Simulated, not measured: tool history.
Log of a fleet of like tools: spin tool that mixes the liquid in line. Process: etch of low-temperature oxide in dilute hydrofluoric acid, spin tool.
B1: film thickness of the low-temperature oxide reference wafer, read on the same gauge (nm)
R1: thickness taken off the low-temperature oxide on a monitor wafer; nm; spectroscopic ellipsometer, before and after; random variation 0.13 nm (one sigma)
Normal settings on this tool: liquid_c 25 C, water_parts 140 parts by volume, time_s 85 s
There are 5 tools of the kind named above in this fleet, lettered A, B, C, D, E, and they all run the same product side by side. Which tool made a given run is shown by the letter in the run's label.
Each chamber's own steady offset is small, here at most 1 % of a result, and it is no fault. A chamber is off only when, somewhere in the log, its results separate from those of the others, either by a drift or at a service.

{"run": "1B", "hour": 9.4, "liquid_c": 25, "water_parts": 140, "time_s": 85, "B1": 130, "R1": 20.666}
{"run": "2A", "hour": 17.7, "liquid_c": 25, "water_parts": 140, "time_s": 85, "B1": 130.01, "R1": 21.023}
{"run": "3D", "hour": 24.1, "liquid_c": 25, "water_parts": 140, "time_s": 85, "B1": 130.01, "R1": 20.972}
{"run": "4C", "hour": 31.1, "liquid_c": 25, "water_parts": 140, "time_s": 85, "B1": 130.01, "R1": 20.388}
{"run": "5E", "hour": 37.7, "liquid_c": 29, "water_parts": 140, "time_s": 130, "B1": 130, "R1": 36.944}
{"run": "6A", "hour": 46.3, "liquid_c": 29, "water_parts": 140, "time_s": 130, "B1": 130.01, "R1": 36.933}
{"run": "7D", "hour": 53.9, "liquid_c": 29, "water_parts": 140, "time_s": 130, "B1": 130, "R1": 37.551}
{"run": "8C", "hour": 62.5, "liquid_c": 29, "water_parts": 140, "time_s": 130, "B1": 130, "R1": 36.501}
{"run": "9B", "hour": 72.4, "liquid_c": 29, "water_parts": 140, "time_s": 130, "B1": 130.03, "R1": 36.93}
{"run": "10E", "hour": 78.8, "liquid_c": 25, "water_parts": 140, "time_s": 85, "B1": 130, "R1": 20.73}
{"run": "11B", "hour": 85.0, "liquid_c": 25, "water_parts": 140, "time_s": 85, "B1": 130, "R1": 20.745}
{"run": "12E", "hour": 94.5, "liquid_c": 25, "water_parts": 140, "time_s": 85, "B1": 130.01, "R1": 20.867}
{"run": "13A", "hour": 99.9, "liquid_c": 25, "water_parts": 140, "time_s": 85, "B1": 129.99, "R1": 20.993}
{"run": "14C", "hour": 106.4, "liquid_c": 25, "water_parts": 140, "time_s": 85, "B1": 130.01, "R1": 20.68}
{"hour": 114.3, "done": "chamber B: hydrofluoric acid flow meter replaced"}
{"run": "15D", "hour": 115.2, "liquid_c": 25, "water_parts": 140, "time_s": 85, "B1": 129.99, "R1": 20.944}
{"run": "16D", "hour": 120.8, "liquid_c": 25, "water_parts": 140, "time_s": 85, "B1": 129.99, "R1": 20.908}
{"run": "17B", "hour": 129.1, "liquid_c": 25, "water_parts": 140, "time_s": 85, "B1": 129.99, "R1": 20.609}
{"run": "18A", "hour": 134.8, "liquid_c": 25, "water_parts": 140, "time_s": 85, "B1": 130, "R1": 20.91}
{"run": "19E", "hour": 143.3, "liquid_c": 27.5, "water_parts": 190, "time_s": 85, "B1": 130.01, "R1": 15.857}
{"run": "20C", "hour": 149.1, "liquid_c": 27.5, "water_parts": 190, "time_s": 85, "B1": 130.04, "R1": 15.688}
{"run": "21D", "hour": 157.4, "liquid_c": 27.5, "water_parts": 190, "time_s": 85, "B1": 130, "R1": 15.956}
{"run": "22B", "hour": 162.1, "liquid_c": 27.5, "water_parts": 190, "time_s": 85, "B1": 130, "R1": 15.924}
{"run": "23C", "hour": 168.0, "liquid_c": 27.5, "water_parts": 190, "time_s": 85, "B1": 130, "R1": 15.572}
{"run": "24E", "hour": 172.9, "liquid_c": 25, "water_parts": 140, "time_s": 85, "B1": 130, "R1": 20.885}
{"run": "25A", "hour": 181.7, "liquid_c": 25, "water_parts": 140, "time_s": 85, "B1": 130.01, "R1": 20.965}
{"run": "26D", "hour": 187.4, "liquid_c": 25, "water_parts": 140, "time_s": 85, "B1": 130.01, "R1": 20.86}
{"run": "27E", "hour": 196.1, "liquid_c": 25, "water_parts": 140, "time_s": 85, "B1": 130, "R1": 20.891}
{"run": "28B", "hour": 206.1, "liquid_c": 25, "water_parts": 140, "time_s": 85, "B1": 130.02, "R1": 20.625}
{"run": "29C", "hour": 212.8, "liquid_c": 25, "water_parts": 140, "time_s": 85, "B1": 129.98, "R1": 20.379}
{"run": "30A", "hour": 218.5, "liquid_c": 25, "water_parts": 140, "time_s": 85, "B1": 129.99, "R1": 20.733}
{"run": "31A", "hour": 228.3, "liquid_c": 25, "water_parts": 140, "time_s": 85, "B1": 130.01, "R1": 20.988}
{"run": "32D", "hour": 237.6, "liquid_c": 25, "water_parts": 140, "time_s": 85, "B1": 129.99, "R1": 20.852}
{"run": "33C", "hour": 243.5, "liquid_c": 20.5, "water_parts": 140, "time_s": 85, "B1": 130, "R1": 17.447}
{"run": "34E", "hour": 250.1, "liquid_c": 20.5, "water_parts": 140, "time_s": 85, "B1": 130.01, "R1": 17.383}

All chambers now run identical settings, listed one chamber a line with results as question marks. What results will each chamber show?
{"run": "35A", "hour": 257.3, "liquid_c": 25, "water_parts": 110, "time_s": 85, "R1": "?"}
{"run": "35B", "hour": 257.3, "liquid_c": 25, "water_parts": 110, "time_s": 85, "R1": "?"}
{"run": "35C", "hour": 257.3, "liquid_c": 25, "water_parts": 110, "time_s": 85, "R1": "?"}
{"run": "35D", "hour": 257.3, "liquid_c": 25, "water_parts": 110, "time_s": 85, "R1": "?"}
{"run": "35E", "hour": 257.3, "liquid_c": 25, "water_parts": 110, "time_s": 85, "R1": "?"}

run=35A R1=27.54
run=35B R1=27.673
run=35C R1=27.043
run=35D R1=27.44
run=35E R1=27.481
